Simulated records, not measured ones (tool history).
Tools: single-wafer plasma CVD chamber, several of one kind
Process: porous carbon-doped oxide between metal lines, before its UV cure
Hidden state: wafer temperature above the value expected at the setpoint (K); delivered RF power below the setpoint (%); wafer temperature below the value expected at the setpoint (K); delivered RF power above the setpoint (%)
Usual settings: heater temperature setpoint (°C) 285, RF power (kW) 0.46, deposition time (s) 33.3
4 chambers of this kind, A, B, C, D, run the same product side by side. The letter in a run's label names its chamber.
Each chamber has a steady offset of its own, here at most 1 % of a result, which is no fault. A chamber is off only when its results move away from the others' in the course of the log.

run,hour,heater temperature setpoint (°C),RF power (kW),deposition time (s),hours since the last thermocouple change,hours since the last RF generator calibration,"read-back reference wafer on the same gauge, thickness_nm",mean film thickness on the monitor wafer (Å)
1B,10.1,285,0.46,33.3,692.4,1269.3,198.97,1851.1
2C,16.3,285,0.46,33.3,394.6,943.2,198.94,1868.1
3D,25.1,285,0.46,33.3,1156.1,347.9,198.89,1858.3
4A,31.4,285,0.46,33.3,256,242.5,198.85,1866.8
5B,38.3,285,0.46,33.3,720.6,1297.5,198.85,1847.9
6C,46.4,285,0.405,30.5,424.7,973.3,198.81,1557
7A,52.5,285,0.405,30.5,277.1,263.6,198.77,1553.4
8D,63.2,285,0.405,30.5,1194.2,386,198.75,1548.8
9A,74.7,285,0.405,30.5,299.3,285.8,198.67,1553.7
10B,80.9,276,0.46,33.3,763.2,1340.1,198.67,1958.9
11C,87.3,276,0.46,33.3,465.6,1014.2,198.59,1976.2
12D,93.4,276,0.46,33.3,1224.4,416.2,198.61,1964.6
13C,101.3,276,0.46,33.3,479.6,1028.2,198.61,1969.9
14B,109,285,0.46,33.3,791.3,1368.2,198.57,1846.4
15A,119.2,285,0.43,39.2,343.8,330.3,198.51,2070.8
16D,127.5,285,0.43,39.2,1258.5,450.3,198.51,2065.8
17A,139.9,285,0.43,39.2,364.5,351,198.43,2068.2
18B,150.9,285,0.43,39.2,833.2,1410.1,198.39,2052.3
19D,161.8,285,0.46,33.3,1292.8,484.6,198.38,1850.5
20C,168.3,285,0.395,27.6,546.6,1095.2,198.34,1377.8
21B,179.7,285,0.395,27.6,862,1438.9,198.33,1363.1
22A,185.9,285,0.395,27.6,410.5,397,198.26,1380.1
23C,196.5,285,0.395,27.6,574.8,1123.4,198.27,1382.9
24D,202.2,285,0.46,33.3,1333.2,525,198.18,1850.3
25C,215,285,0.46,33.3,593.3,1141.9,198.19,1859.4
26A,223.8,285,0.46,33.3,448.4,434.9,198.15,1857.1
27D,232.5,285,0.46,33.3,1363.5,555.3,198.08,1847.3
28B,239.5,285,0.46,33.3,921.8,1498.7,198.06,1841.2
29C,251.9,285,0.46,33.3,630.2,1178.8,197.94,1856.6
30B,263.7,285,0.545,29.7,946,1522.9,197.88,1846.8

All 4 chambers run these settings next. Forecast each chamber's results:
31A,273,285,0.38,33.3,,,,?
31B,273,285,0.38,33.3,,,,?
31C,273,285,0.38,33.3,,,,?
31D,273,285,0.38,33.3,,,,?

run,mean film thickness on the monitor wafer (Å)
31A,1602.8
31B,1582
31C,1605.4
31D,1601.5
